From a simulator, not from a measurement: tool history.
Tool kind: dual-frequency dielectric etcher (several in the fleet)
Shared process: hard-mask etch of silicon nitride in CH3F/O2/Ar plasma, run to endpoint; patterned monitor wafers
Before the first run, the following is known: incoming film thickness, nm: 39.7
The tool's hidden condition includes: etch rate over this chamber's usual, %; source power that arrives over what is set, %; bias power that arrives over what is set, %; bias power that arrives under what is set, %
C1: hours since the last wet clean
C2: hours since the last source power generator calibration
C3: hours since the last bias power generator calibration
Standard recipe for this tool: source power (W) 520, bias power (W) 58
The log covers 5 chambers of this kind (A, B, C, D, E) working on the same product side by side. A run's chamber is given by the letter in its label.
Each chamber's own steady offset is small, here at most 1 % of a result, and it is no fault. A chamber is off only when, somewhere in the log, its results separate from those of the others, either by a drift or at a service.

run 1C hour=8.1 | source_power_(W)=520 bias_power_(W)=58 | C1=415.7 C2=1347.8 C3=464.3 | endpoint_time_(s)=55.879
run 2E hour=18.2 | source_power_(W)=520 bias_power_(W)=58 | C1=284.1 C2=192.6 C3=3951.6 | endpoint_time_(s)=55.509
run 3A hour=29.4 | source_power_(W)=520 bias_power_(W)=58 | C1=403.7 C2=1707.7 C3=30.4 | endpoint_time_(s)=55.740
run 4D hour=41.1 | source_power_(W)=520 bias_power_(W)=58 | C1=452.9 C2=765.5 C3=2191.3 | endpoint_time_(s)=55.740
-- hour=48.2 chamber B: wet clean of the chamber
run 5B hour=50.8 | source_power_(W)=520 bias_power_(W)=58 | C1=2.6 C2=1467.8 C3=2544.2 | endpoint_time_(s)=56.373
run 6D hour=59.6 | source_power_(W)=520 bias_power_(W)=58 | C1=471.4 C2=784.0 C3=2209.8 | endpoint_time_(s)=55.909
run 7B hour=68.9 | source_power_(W)=520 bias_power_(W)=58 | C1=20.7 C2=1485.9 C3=2562.3 | endpoint_time_(s)=55.914
run 8E hour=80.9 | source_power_(W)=520 bias_power_(W)=58 | C1=346.8 C2=255.3 C3=4014.3 | endpoint_time_(s)=55.150
run 9A hour=90.7 | source_power_(W)=520 bias_power_(W)=58 | C1=465.0 C2=1769.0 C3=91.7 | endpoint_time_(s)=55.460
run 10C hour=97.3 | source_power_(W)=520 bias_power_(W)=58 | C1=504.9 C2=1437.0 C3=553.5 | endpoint_time_(s)=55.748
run 11E hour=108.7 | source_power_(W)=520 bias_power_(W)=58 | C1=374.6 C2=283.1 C3=4042.1 | endpoint_time_(s)=55.527
run 12A hour=118.9 | source_power_(W)=450 bias_power_(W)=71 | C1=493.2 C2=1797.2 C3=119.9 | endpoint_time_(s)=54.961
run 13B hour=129.1 | source_power_(W)=450 bias_power_(W)=71 | C1=80.9 C2=1546.1 C3=2622.5 | endpoint_time_(s)=55.861
run 14C hour=137.7 | source_power_(W)=450 bias_power_(W)=71 | C1=545.3 C2=1477.4 C3=593.9 | endpoint_time_(s)=54.874
run 15D hour=143.2 | source_power_(W)=450 bias_power_(W)=71 | C1=555.0 C2=867.6 C3=2293.4 | endpoint_time_(s)=55.132
run 16C hour=152.2 | source_power_(W)=450 bias_power_(W)=71 | C1=559.8 C2=1491.9 C3=608.4 | endpoint_time_(s)=55.216
run 17A hour=160.3 | source_power_(W)=390 bias_power_(W)=58 | C1=534.6 C2=1838.6 C3=161.3 | endpoint_time_(s)=62.380
run 18D hour=171.6 | source_power_(W)=390 bias_power_(W)=58 | C1=583.4 C2=896.0 C3=2321.8 | endpoint_time_(s)=62.397
run 19E hour=180.7 | source_power_(W)=390 bias_power_(W)=58 | C1=446.6 C2=355.1 C3=4114.1 | endpoint_time_(s)=61.467
-- hour=193.2 chamber E: wet clean of the chamber
run 20B hour=193.2 | source_power_(W)=390 bias_power_(W)=58 | C1=145.0 C2=1610.2 C3=2686.6 | endpoint_time_(s)=62.887
run 21D hour=202.7 | source_power_(W)=390 bias_power_(W)=58 | C1=614.5 C2=927.1 C3=2352.9 | endpoint_time_(s)=62.204
-- hour=209.5 chamber A: wet clean of the chamber
run 22C hour=213.8 | source_power_(W)=520 bias_power_(W)=58 | C1=621.4 C2=1553.5 C3=670.0 | endpoint_time_(s)=55.823
run 23E hour=221.0 | source_power_(W)=520 bias_power_(W)=58 | C1=27.8 C2=395.4 C3=4154.4 | endpoint_time_(s)=55.108
-- hour=224.4 chamber C: wet clean of the chamber
run 24B hour=230.1 | source_power_(W)=470 bias_power_(W)=66 | C1=181.9 C2=1647.1 C3=2723.5 | endpoint_time_(s)=56.151
run 25A hour=238.6 | source_power_(W)=470 bias_power_(W)=66 | C1=29.1 C2=1916.9 C3=239.6 | endpoint_time_(s)=55.989
run 26D hour=250.5 | source_power_(W)=470 bias_power_(W)=66 | C1=662.3 C2=974.9 C3=2400.7 | endpoint_time_(s)=55.885
-- hour=253.0 chamber D: wet clean of the chamber
run 27E hour=259.4 | source_power_(W)=470 bias_power_(W)=66 | C1=66.2 C2=433.8 C3=4192.8 | endpoint_time_(s)=55.063
run 28C hour=268.9 | source_power_(W)=470 bias_power_(W)=66 | C1=44.6 C2=1608.6 C3=725.1 | endpoint_time_(s)=55.312
run 29A hour=275.5 | source_power_(W)=520 bias_power_(W)=58 | C1=66.0 C2=1953.8 C3=276.5 | endpoint_time_(s)=55.963
run 30B hour=282.8 | source_power_(W)=570 bias_power_(W)=58 | C1=234.6 C2=1699.8 C3=2776.2 | endpoint_time_(s)=54.580
run 31B hour=289.1 | source_power_(W)=570 bias_power_(W)=58 | C1=240.9 C2=1706.1 C3=2782.5 | endpoint_time_(s)=54.063
run 32C hour=299.5 | source_power_(W)=570 bias_power_(W)=58 | C1=75.2 C2=1639.2 C3=755.7 | endpoint_time_(s)=53.749
run 33A hour=310.6 | source_power_(W)=570 bias_power_(W)=58 | C1=101.1 C2=1988.9 C3=311.6 | endpoint_time_(s)=53.933
run 34E hour=317.7 | source_power_(W)=570 bias_power_(W)=58 | C1=124.5 C2=492.1 C3=4251.1 | endpoint_time_(s)=53.060
run 35D hour=325.4 | source_power_(W)=420 bias_power_(W)=58 | C1=72.4 C2=1049.8 C3=2475.6 | endpoint_time_(s)=60.578

One chamber off, gauge drift, or nothing amiss beyond the chambers' own small offsets? If it is a chamber, which one, and what is the likeliest cause?

Beyond each chamber's small constant offset nothing stands out, and the gauge stays steady.
